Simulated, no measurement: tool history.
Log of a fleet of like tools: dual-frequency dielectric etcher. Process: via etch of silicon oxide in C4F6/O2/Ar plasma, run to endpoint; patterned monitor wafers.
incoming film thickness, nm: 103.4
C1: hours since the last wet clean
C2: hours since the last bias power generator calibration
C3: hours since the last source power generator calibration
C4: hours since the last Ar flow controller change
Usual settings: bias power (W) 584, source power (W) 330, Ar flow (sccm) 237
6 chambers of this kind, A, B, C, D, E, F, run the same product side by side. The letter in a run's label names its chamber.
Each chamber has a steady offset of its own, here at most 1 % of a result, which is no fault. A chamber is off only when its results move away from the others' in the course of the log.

Run 1F, hour 4: usual settings; C1 54.9; C2 1376.5; C3 3165.3; C4 2315.5. Result: endpoint time (s) 22.426.
Run 2B, hour 8.7: usual settings; C1 363.3; C2 138.9; C3 1267.4; C4 1205. Result: endpoint time (s) 22.189.
Run 3A, hour 13.6: usual settings; C1 205.2; C2 1142.7; C3 443.7; C4 2677.4. Result: endpoint time (s) 22.431.
Run 4C, hour 19.3: usual settings; C1 64.1; C2 996; C3 5059.7; C4 97.2. Result: endpoint time (s) 22.506.
Run 5D, hour 22.3: usual settings; C1 248; C2 1445.7; C3 2484.9; C4 2136.6. Result: endpoint time (s) 22.441.
Run 6E, hour 26.2: usual settings; C1 316.8; C2 970.6; C3 1537.7; C4 2958.9. Result: endpoint time (s) 22.479.
Run 7E, hour 30.7: usual settings; C1 321.3; C2 975.1; C3 1542.2; C4 2963.4. Result: endpoint time (s) 22.585.
Run 8C, hour 35.1: usual settings; C1 79.9; C2 1011.8; C3 5075.5; C4 113. Result: endpoint time (s) 22.601.
At hour 37: chamber E: Ar flow controller replaced.
Run 9D, hour 40: usual settings; C1 265.7; C2 1463.4; C3 2502.6; C4 2154.3. Result: endpoint time (s) 22.32.
Run 10F, hour 43.3: usual settings; C1 94.2; C2 1415.8; C3 3204.6; C4 2354.8. Result: endpoint time (s) 22.52.
Run 11B, hour 47.8: usual settings; C1 402.4; C2 178; C3 1306.5; C4 1244.1. Result: endpoint time (s) 22.312.
Run 12A, hour 53.2: usual settings; C1 244.8; C2 1182.3; C3 483.3; C4 2717. Result: endpoint time (s) 22.43.
Run 13E, hour 57.9: usual settings; C1 348.5; C2 1002.3; C3 1569.4; C4 20.9. Result: endpoint time (s) 22.452.
Run 14F, hour 62.9: usual settings but bias power (W) 684, Ar flow (sccm) 263; C1 113.8; C2 1435.4; C3 3224.2; C4 2374.4. Result: endpoint time (s) 21.268.
Run 15A, hour 68.5: usual settings but bias power (W) 684, Ar flow (sccm) 263; C1 260.1; C2 1197.6; C3 498.6; C4 2732.3. Result: endpoint time (s) 21.069.
Run 16B, hour 71.8: usual settings but bias power (W) 684, Ar flow (sccm) 263; C1 426.4; C2 202; C3 1330.5; C4 1268.1. Result: endpoint time (s) 21.293.
Run 17C, hour 77.1: usual settings but bias power (W) 684, Ar flow (sccm) 263; C1 121.9; C2 1053.8; C3 5117.5; C4 155. Result: endpoint time (s) 21.485.
Run 18D, hour 82.7: usual settings but bias power (W) 684, Ar flow (sccm) 263; C1 308.4; C2 1506.1; C3 2545.3; C4 2197. Result: endpoint time (s) 21.366.
Run 19C, hour 85.4: usual settings but bias power (W) 684, Ar flow (sccm) 263; C1 130.2; C2 1062.1; C3 5125.8; C4 163.3. Result: endpoint time (s) 21.467.
Run 20B, hour 90.2: usual settings; C1 444.8; C2 220.4; C3 1348.9; C4 1286.5. Result: endpoint time (s) 22.303.
Run 21F, hour 94.2: usual settings; C1 145.1; C2 1466.7; C3 3255.5; C4 2405.7. Result: endpoint time (s) 22.438.
Run 22E, hour 98.4: usual settings; C1 389; C2 1042.8; C3 1609.9; C4 61.4. Result: endpoint time (s) 22.421.
Run 23A, hour 103: usual settings; C1 294.6; C2 1232.1; C3 533.1; C4 2766.8. Result: endpoint time (s) 21.993.
Run 24D, hour 108.4: usual settings; C1 334.1; C2 1531.8; C3 2571; C4 2222.7. Result: endpoint time (s) 22.569.
Run 25A, hour 112.4: usual settings; C1 304; C2 1241.5; C3 542.5; C4 2776.2. Result: endpoint time (s) 22.038.
Run 26D, hour 117.8: usual settings but source power (W) 250; C1 343.5; C2 1541.2; C3 2580.4; C4 2232.1. Result: endpoint time (s) 24.7.
At hour 121.3: chamber B: wet clean of the chamber.
Run 27C, hour 122.6: usual settings but source power (W) 250; C1 167.4; C2 1099.3; C3 5163; C4 200.5. Result: endpoint time (s) 24.969.
Run 28F, hour 125.5: usual settings but source power (W) 250; C1 176.4; C2 1498; C3 3286.8; C4 2437. Result: endpoint time (s) 24.764.
Run 29E, hour 128.9: usual settings but source power (W) 250; C1 419.5; C2 1073.3; C3 1640.4; C4 91.9. Result: endpoint time (s) 24.873.
Run 30B, hour 131.6: usual settings but source power (W) 250; C1 10.3; C2 261.8; C3 1390.3; C4 1327.9. Result: endpoint time (s) 24.629.
Run 31C, hour 136: usual settings but source power (W) 250; C1 180.8; C2 1112.7; C3 5176.4; C4 213.9. Result: endpoint time (s) 24.892.
Run 32D, hour 139.5: usual settings; C1 365.2; C2 1562.9; C3 2602.1; C4 2253.8. Result: endpoint time (s) 22.358.
Run 33A, hour 143.4: usual settings; C1 335; C2 1272.5; C3 573.5; C4 2807.2. Result: endpoint time (s) 21.946.
Run 34B, hour 147.2: usual settings; C1 25.9; C2 277.4; C3 1405.9; C4 1343.5. Result: endpoint time (s) 22.258.
Run 35F, hour 152.7: usual settings; C1 203.6; C2 1525.2; C3 3314; C4 2464.2. Result: endpoint time (s) 22.379.
Run 36E, hour 157.7: usual settings; C1 448.3; C2 1102.1; C3 1669.2; C4 120.7. Result: endpoint time (s) 22.575.
At hour 159.6: chamber D: wet clean of the chamber.
Run 37E, hour 162.8: usual settings; C1 453.4; C2 1107.2; C3 1674.3; C4 125.8. Result: endpoint time (s) 22.343.
Run 38C, hour 165.2: usual settings; C1 210; C2 1141.9; C3 5205.6; C4 243.1. Result: endpoint time (s) 22.666.
Run 39D, hour 168.9: usual settings; C1 9.3; C2 1592.3; C3 2631.5; C4 2283.2. Result: endpoint time (s) 22.452.
Run 40A, hour 174.1: usual settings; C1 365.7; C2 1303.2; C3 604.2; C4 2837.9. Result: endpoint time (s) 21.722.
Run 41B, hour 177.5: usual settings; C1 56.2; C2 307.7; C3 1436.2; C4 1373.8. Result: endpoint time (s) 22.388.
Run 42F, hour 182.1: usual settings; C1 233; C2 1554.6; C3 3343.4; C4 2493.6. Result: endpoint time (s) 22.509.

Is one chamber off against the others, does the gauge drift, or is nothing wrong? If a chamber is off, say which, and what the likeliest cause is.

Chamber A drifts away from the others.
Cause: etch rate over this chamber's usual, % = 3.31.

Here are 4 candidates for chamber A's next run, each the usual settings with a change, their results left as question marks. Which one brings its results back in line with what the others give on the usual settings?
In line means no further than this from the other chambers' mean on the usual settings: endpoint time (s) 0.24
Run 43A-1, hour 186.2: usual settings but source power (W) 360, Ar flow (sccm) 231. Result: endpoint time (s) ?.
Run 43A-2, hour 186.2: usual settings but bias power (W) 559, source power (W) 320, Ar flow (sccm) 240. Result: endpoint time (s) ?.
Run 43A-3, hour 186.2: usual settings but bias power (W) 534, source power (W) 300, Ar flow (sccm) 243. Result: endpoint time (s) ?.
Run 43A-4, hour 186.2: usual settings but source power (W) 390, Ar flow (sccm) 224. Result: endpoint time (s) ?.

The other chambers' mean on the usual settings: endpoint time (s) 22.426
  run  endpoint time (s)
43A-1             21.012
43A-2             22.392
43A-3             23.355
43A-4             20.341
43A-2 brings the chamber back in line.

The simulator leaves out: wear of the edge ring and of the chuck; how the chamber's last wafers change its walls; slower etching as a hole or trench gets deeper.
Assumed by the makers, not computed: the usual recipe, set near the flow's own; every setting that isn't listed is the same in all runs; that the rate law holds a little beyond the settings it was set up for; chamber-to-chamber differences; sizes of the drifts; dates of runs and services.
